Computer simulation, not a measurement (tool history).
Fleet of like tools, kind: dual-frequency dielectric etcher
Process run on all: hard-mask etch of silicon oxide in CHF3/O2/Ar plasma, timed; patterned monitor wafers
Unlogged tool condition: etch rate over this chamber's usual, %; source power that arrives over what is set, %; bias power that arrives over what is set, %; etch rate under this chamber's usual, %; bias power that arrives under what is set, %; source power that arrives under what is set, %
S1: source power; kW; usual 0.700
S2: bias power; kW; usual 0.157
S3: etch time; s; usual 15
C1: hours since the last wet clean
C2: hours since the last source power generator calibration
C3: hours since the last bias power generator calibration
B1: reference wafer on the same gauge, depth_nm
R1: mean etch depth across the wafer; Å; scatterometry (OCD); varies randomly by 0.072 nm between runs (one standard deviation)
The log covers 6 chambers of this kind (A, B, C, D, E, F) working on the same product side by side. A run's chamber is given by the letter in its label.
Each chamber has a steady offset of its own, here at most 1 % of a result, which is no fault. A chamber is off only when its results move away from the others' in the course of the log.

run 1D day=0.367 | S1=0.700 S2=0.157 S3=15 | C1=305.9 C2=3861.6 C3=1920.1 | B1=30.107 | R1=302.50
-- day=0.567 chamber F: wet clean of the chamber
run 2A day=0.596 | S1=0.700 S2=0.157 S3=15 | C1=126.3 C2=224.8 C3=1268.2 | B1=30.102 | R1=300.83
run 3B day=0.971 | S1=0.700 S2=0.157 S3=15 | C1=258.0 C2=2440.1 C3=2062.7 | B1=30.098 | R1=303.77
run 4C day=1.146 | S1=0.700 S2=0.157 S3=15 | C1=448.4 C2=2351.0 C3=385.1 | B1=30.115 | R1=302.11
run 5F day=1.508 | S1=0.700 S2=0.180 S3=15 | C1=22.6 C2=2526.1 C3=1586.5 | B1=30.095 | R1=315.06
run 6E day=1.900 | S1=0.700 S2=0.180 S3=15 | C1=184.2 C2=4026.0 C3=3027.2 | B1=30.102 | R1=314.04
run 7D day=2.188 | S1=0.700 S2=0.180 S3=15 | C1=349.6 C2=3905.3 C3=1963.8 | B1=30.098 | R1=317.93
run 8C day=2.579 | S1=0.700 S2=0.180 S3=15 | C1=482.8 C2=2385.4 C3=419.5 | B1=30.107 | R1=314.74
run 9A day=2.883 | S1=0.700 S2=0.180 S3=15 | C1=181.2 C2=279.7 C3=1323.1 | B1=30.104 | R1=314.46
run 10F day=3.262 | S1=0.700 S2=0.180 S3=15 | C1=64.7 C2=2568.2 C3=1628.6 | B1=30.101 | R1=314.70
run 11E day=3.667 | S1=0.700 S2=0.157 S3=15 | C1=226.6 C2=4068.4 C3=3069.6 | B1=30.098 | R1=299.77
run 12B day=4.058 | S1=0.700 S2=0.157 S3=15 | C1=332.1 C2=2514.2 C3=2136.8 | B1=30.093 | R1=302.04
run 13C day=4.325 | S1=0.830 S2=0.182 S3=15 | C1=524.7 C2=2427.3 C3=461.4 | B1=30.091 | R1=337.57
run 14A day=4.512 | S1=0.830 S2=0.182 S3=15 | C1=220.3 C2=318.8 C3=1362.2 | B1=30.110 | R1=337.82
run 15E day=4.717 | S1=0.830 S2=0.182 S3=15 | C1=251.8 C2=4093.6 C3=3094.8 | B1=30.107 | R1=337.62
-- day=4.892 chamber D: source power generator calibrated
run 16B day=4.992 | S1=0.830 S2=0.182 S3=15 | C1=354.5 C2=2536.6 C3=2159.2 | B1=30.084 | R1=339.13
run 17D day=5.225 | S1=0.830 S2=0.182 S3=15 | C1=422.5 C2=8.0 C3=2036.7 | B1=30.098 | R1=340.00
run 18F day=5.617 | S1=0.830 S2=0.182 S3=15 | C1=121.2 C2=2624.7 C3=1685.1 | B1=30.102 | R1=336.53
run 19E day=5.858 | S1=0.700 S2=0.157 S3=15 | C1=279.2 C2=4121.0 C3=3122.2 | B1=30.117 | R1=299.21
run 20A day=6.146 | S1=0.700 S2=0.157 S3=15 | C1=259.5 C2=358.0 C3=1401.4 | B1=30.098 | R1=300.74
run 21D day=6.446 | S1=0.700 S2=0.157 S3=15 | C1=451.8 C2=37.3 C3=2066.0 | B1=30.119 | R1=303.66
run 22B day=6.696 | S1=0.700 S2=0.157 S3=15 | C1=395.4 C2=2577.5 C3=2200.1 | B1=30.096 | R1=302.41
-- day=7.062 chamber D: wet clean of the chamber
run 23F day=7.104 | S1=0.700 S2=0.157 S3=15 | C1=156.9 C2=2660.4 C3=1720.8 | B1=30.101 | R1=301.12
run 24C day=7.446 | S1=0.700 S2=0.157 S3=15 | C1=599.6 C2=2502.2 C3=536.3 | B1=30.087 | R1=300.86
-- day=7.758 chamber B: wet clean of the chamber
run 25E day=7.775 | S1=0.700 S2=0.157 S3=15 | C1=325.2 C2=4167.0 C3=3168.2 | B1=30.110 | R1=298.42
-- day=8.112 chamber C: wet clean of the chamber
run 26B day=8.121 | S1=0.700 S2=0.157 S3=15 | C1=8.8 C2=2611.7 C3=2234.3 | B1=30.102 | R1=303.78
run 27A day=8.388 | S1=0.700 S2=0.157 S3=15 | C1=313.3 C2=411.8 C3=1455.2 | B1=30.105 | R1=300.99
run 28D day=8.612 | S1=0.540 S2=0.157 S3=15 | C1=37.3 C2=89.3 C3=2118.0 | B1=30.119 | R1=273.43
run 29C day=8.867 | S1=0.540 S2=0.157 S3=15 | C1=18.2 C2=2536.3 C3=570.4 | B1=30.102 | R1=272.06
run 30F day=9.150 | S1=0.540 S2=0.157 S3=15 | C1=206.0 C2=2709.5 C3=1769.9 | B1=30.114 | R1=273.65
run 31D day=9.554 | S1=0.540 S2=0.157 S3=15 | C1=59.9 C2=111.9 C3=2140.6 | B1=30.106 | R1=272.27
run 32E day=9.875 | S1=0.540 S2=0.157 S3=15 | C1=375.6 C2=4217.4 C3=3218.6 | B1=30.107 | R1=267.24
run 33B day=10.183 | S1=0.540 S2=0.157 S3=15 | C1=58.3 C2=2661.2 C3=2283.8 | B1=30.116 | R1=274.62
run 34C day=10.458 | S1=0.700 S2=0.157 S3=15 | C1=56.4 C2=2574.5 C3=608.6 | B1=30.097 | R1=300.18
run 35F day=10.738 | S1=0.700 S2=0.157 S3=15 | C1=244.1 C2=2747.6 C3=1808.0 | B1=30.107 | R1=303.45
run 36A day=10.971 | S1=0.700 S2=0.157 S3=15 | C1=375.3 C2=473.8 C3=1517.2 | B1=30.099 | R1=302.70
run 37E day=11.262 | S1=0.700 S2=0.157 S3=15 | C1=408.9 C2=4250.7 C3=3251.9 | B1=30.104 | R1=293.23
run 38F day=11.488 | S1=0.700 S2=0.126 S3=15 | C1=262.1 C2=2765.6 C3=1826.0 | B1=30.093 | R1=281.28
-- day=11.733 chamber A: wet clean of the chamber
run 39D day=11.842 | S1=0.700 S2=0.126 S3=15 | C1=114.8 C2=166.8 C3=2195.5 | B1=30.095 | R1=282.18
run 40C day=12.188 | S1=0.700 S2=0.126 S3=15 | C1=97.9 C2=2616.0 C3=650.1 | B1=30.093 | R1=279.85
run 41A day=12.567 | S1=0.700 S2=0.126 S3=15 | C1=20.0 C2=512.1 C3=1555.5 | B1=30.098 | R1=280.20

Decide between three cases: one chamber stands off from its peers, the gauge reading all wafers drifts, or nothing is wrong past each chamber's small offset. Where a chamber is off, say which and what most likely put it there.

Chamber E drifts away from the others.
Likeliest cause: etch rate under this chamber's usual, % = 3.02.

Here are 4 candidates for chamber E's next run, each the usual settings with a change, their results left as question marks. Which one brings its results back in line with what the others give on the usual settings?
Maximum distance from the other chambers' mean on the usual settings for a result to count as in line: R1 2.50 Å
run 42E-1 day=12.858 | S1=0.700 S2=0.185 S3=15 | R1=?
run 42E-2 day=12.858 | S1=0.700 S2=0.132 S3=15 | R1=?
run 42E-3 day=12.858 | S1=0.740 S2=0.164 S3=15 | R1=?
run 42E-4 day=12.858 | S1=0.700 S2=0.139 S3=15 | R1=?

Usual-settings mean across the other chambers: R1 301.93 Å
run=42E-1 R1=306.97
run=42E-2 R1=275.67
run=42E-3 R1=301.44
run=42E-4 R1=280.09
42E-3 is the one that brings the chamber's results back in line with the other chambers.
